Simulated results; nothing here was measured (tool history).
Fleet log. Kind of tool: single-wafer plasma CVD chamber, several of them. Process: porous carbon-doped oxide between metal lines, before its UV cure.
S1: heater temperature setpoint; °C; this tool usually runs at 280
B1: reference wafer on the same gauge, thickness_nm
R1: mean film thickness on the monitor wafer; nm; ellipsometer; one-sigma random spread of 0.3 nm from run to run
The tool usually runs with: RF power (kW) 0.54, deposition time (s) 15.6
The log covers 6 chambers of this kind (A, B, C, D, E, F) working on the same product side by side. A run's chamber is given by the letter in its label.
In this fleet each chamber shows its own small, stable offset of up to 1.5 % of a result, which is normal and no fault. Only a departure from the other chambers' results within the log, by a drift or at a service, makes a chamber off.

{"run": "1F", "hour": 6.6, "S1": 280, "RF power (kW)": 0.54, "deposition time (s)": 15.6, "B1": 84.973, "R1": 102}
{"run": "2C", "hour": 16.2, "S1": 280, "RF power (kW)": 0.54, "deposition time (s)": 15.6, "B1": 84.984, "R1": 102.89}
{"run": "3B", "hour": 27.4, "S1": 280, "RF power (kW)": 0.54, "deposition time (s)": 15.6, "B1": 84.924, "R1": 102.62}
{"run": "4A", "hour": 37.1, "S1": 280, "RF power (kW)": 0.54, "deposition time (s)": 15.6, "B1": 84.969, "R1": 103.29}
{"run": "5E", "hour": 47.7, "S1": 280, "RF power (kW)": 0.54, "deposition time (s)": 15.6, "B1": 84.971, "R1": 102.46}
{"run": "6D", "hour": 55.6, "S1": 280, "RF power (kW)": 0.54, "deposition time (s)": 15.6, "B1": 84.971, "R1": 103.85}
{"run": "7C", "hour": 62.3, "S1": 280, "RF power (kW)": 0.54, "deposition time (s)": 15.6, "B1": 85.033, "R1": 102.97}
{"run": "8E", "hour": 73.2, "S1": 280, "RF power (kW)": 0.54, "deposition time (s)": 15.6, "B1": 84.938, "R1": 102.49}
{"run": "9F", "hour": 78.4, "S1": 280, "RF power (kW)": 0.54, "deposition time (s)": 15.6, "B1": 85.037, "R1": 101.58}
{"run": "10B", "hour": 87.5, "S1": 280, "RF power (kW)": 0.54, "deposition time (s)": 15.6, "B1": 84.966, "R1": 103.05}
{"run": "11D", "hour": 98.2, "S1": 280, "RF power (kW)": 0.54, "deposition time (s)": 15.6, "B1": 84.98, "R1": 103.71}
{"run": "12A", "hour": 107.6, "S1": 280, "RF power (kW)": 0.54, "deposition time (s)": 15.6, "B1": 84.979, "R1": 103.42}
{"hour": 114.5, "done": "chamber C: RF generator calibrated"}
{"run": "13B", "hour": 118.3, "S1": 266, "RF power (kW)": 0.475, "deposition time (s)": 15.6, "B1": 85.015, "R1": 103.01}
{"run": "14D", "hour": 126.1, "S1": 266, "RF power (kW)": 0.475, "deposition time (s)": 15.6, "B1": 85.057, "R1": 104.64}
{"hour": 130.8, "done": "chamber E: RF generator calibrated"}
{"run": "15A", "hour": 137.0, "S1": 266, "RF power (kW)": 0.475, "deposition time (s)": 15.6, "B1": 84.927, "R1": 103.36}
{"run": "16C", "hour": 147.4, "S1": 266, "RF power (kW)": 0.475, "deposition time (s)": 15.6, "B1": 84.97, "R1": 103.71}
{"run": "17E", "hour": 157.5, "S1": 266, "RF power (kW)": 0.475, "deposition time (s)": 15.6, "B1": 84.964, "R1": 103.11}
{"run": "18F", "hour": 164.8, "S1": 266, "RF power (kW)": 0.475, "deposition time (s)": 15.6, "B1": 85.037, "R1": 101.74}
{"hour": 174.8, "done": "chamber D: thermocouple changed; heater temperature recalibrated"}
{"run": "19C", "hour": 174.8, "S1": 280, "RF power (kW)": 0.54, "deposition time (s)": 15.6, "B1": 85.09, "R1": 103.03}
{"run": "20A", "hour": 184.4, "S1": 280, "RF power (kW)": 0.54, "deposition time (s)": 15.6, "B1": 84.974, "R1": 103.61}
{"run": "21E", "hour": 191.8, "S1": 271, "RF power (kW)": 0.485, "deposition time (s)": 15.6, "B1": 84.983, "R1": 101.7}
{"hour": 196.4, "done": "chamber E: thermocouple changed; heater temperature recalibrated"}
{"run": "22F", "hour": 200.1, "S1": 271, "RF power (kW)": 0.485, "deposition time (s)": 15.6, "B1": 84.971, "R1": 100.76}
{"run": "23B", "hour": 208.0, "S1": 271, "RF power (kW)": 0.485, "deposition time (s)": 15.6, "B1": 85.009, "R1": 101.22}
{"run": "24D", "hour": 213.5, "S1": 271, "RF power (kW)": 0.485, "deposition time (s)": 15.6, "B1": 84.999, "R1": 97.966}
{"run": "25C", "hour": 218.6, "S1": 271, "RF power (kW)": 0.485, "deposition time (s)": 15.6, "B1": 84.944, "R1": 101.23}
{"run": "26D", "hour": 229.1, "S1": 271, "RF power (kW)": 0.485, "deposition time (s)": 15.6, "B1": 84.999, "R1": 98.298}
{"hour": 236.0, "done": "chamber F: RF generator calibrated"}
{"run": "27F", "hour": 236.9, "S1": 280, "RF power (kW)": 0.54, "deposition time (s)": 15.6, "B1": 84.968, "R1": 102.17}
{"run": "28B", "hour": 245.1, "S1": 280, "RF power (kW)": 0.54, "deposition time (s)": 15.6, "B1": 85.002, "R1": 103}
{"run": "29E", "hour": 253.8, "S1": 280, "RF power (kW)": 0.54, "deposition time (s)": 15.6, "B1": 84.985, "R1": 101.86}
{"run": "30A", "hour": 260.3, "S1": 280, "RF power (kW)": 0.54, "deposition time (s)": 15.6, "B1": 85.012, "R1": 103.16}
{"run": "31E", "hour": 269.8, "S1": 280, "RF power (kW)": 0.54, "deposition time (s)": 15.6, "B1": 85.003, "R1": 102.6}
{"run": "32F", "hour": 278.2, "S1": 280, "RF power (kW)": 0.54, "deposition time (s)": 15.6, "B1": 84.964, "R1": 101.8}
{"run": "33C", "hour": 285.7, "S1": 280, "RF power (kW)": 0.54, "deposition time (s)": 15.6, "B1": 84.985, "R1": 102.75}
{"run": "34A", "hour": 295.4, "S1": 280, "RF power (kW)": 0.54, "deposition time (s)": 15.6, "B1": 84.983, "R1": 103.44}
{"run": "35D", "hour": 300.8, "S1": 280, "RF power (kW)": 0.54, "deposition time (s)": 15.6, "B1": 85.002, "R1": 99.778}
{"run": "36B", "hour": 306.3, "S1": 280, "RF power (kW)": 0.54, "deposition time (s)": 15.6, "B1": 85, "R1": 102.42}
{"run": "37F", "hour": 312.1, "S1": 280, "RF power (kW)": 0.54, "deposition time (s)": 15.6, "B1": 84.99, "R1": 102.11}
{"run": "38B", "hour": 318.6, "S1": 280, "RF power (kW)": 0.54, "deposition time (s)": 15.6, "B1": 85.002, "R1": 102.23}
{"run": "39C", "hour": 326.3, "S1": 280, "RF power (kW)": 0.54, "deposition time (s)": 15.6, "B1": 84.895, "R1": 102.42}
{"run": "40A", "hour": 332.7, "S1": 280, "RF power (kW)": 0.54, "deposition time (s)": 15.6, "B1": 85.021, "R1": 103.06}
{"run": "41D", "hour": 339.0, "S1": 280, "RF power (kW)": 0.54, "deposition time (s)": 15.6, "B1": 84.973, "R1": 99.812}
{"run": "42E", "hour": 349.5, "S1": 280, "RF power (kW)": 0.54, "deposition time (s)": 17.5, "B1": 85.027, "R1": 114.48}
{"run": "43A", "hour": 356.9, "S1": 280, "RF power (kW)": 0.54, "deposition time (s)": 17.5, "B1": 85.031, "R1": 115.43}
{"run": "44B", "hour": 365.8, "S1": 280, "RF power (kW)": 0.54, "deposition time (s)": 17.5, "B1": 84.903, "R1": 114.5}

Which is it: a chamber that has drifted or been left off by a service, a gauge drift common to all chambers, or only each chamber's usual small offset? If a chamber is off, name it and its likeliest cause.

After it was serviced, chamber D no longer matches the other chambers.
Cause: wafer temperature above the value expected at the setpoint (K) = 6.

Which of the 4 candidates below, each the usual settings with something changed and its results left as question marks, puts chamber D back in line with what the other chambers give on the usual settings?
Allowed miss from the other chambers' usual-settings mean, per result, to count as in line: R1 1 nm
{"run": "45D-1", "hour": 373.8, "S1": 280, "RF power (kW)": 0.545, "deposition time (s)": 15.9, "R1": "?"}
{"run": "45D-2", "hour": 373.8, "S1": 280, "RF power (kW)": 0.515, "deposition time (s)": 15.6, "R1": "?"}
{"run": "45D-3", "hour": 373.8, "S1": 279, "RF power (kW)": 0.545, "deposition time (s)": 15.6, "R1": "?"}
{"run": "45D-4", "hour": 373.8, "S1": 280, "RF power (kW)": 0.535, "deposition time (s)": 15.5, "R1": "?"}

Mean of the other chambers on the usual settings: R1 102.58 nm
run=45D-1 R1=102.18
run=45D-2 R1=96.585
run=45D-3 R1=100.95
run=45D-4 R1=98.47
45D-1 brings the chamber back in line.
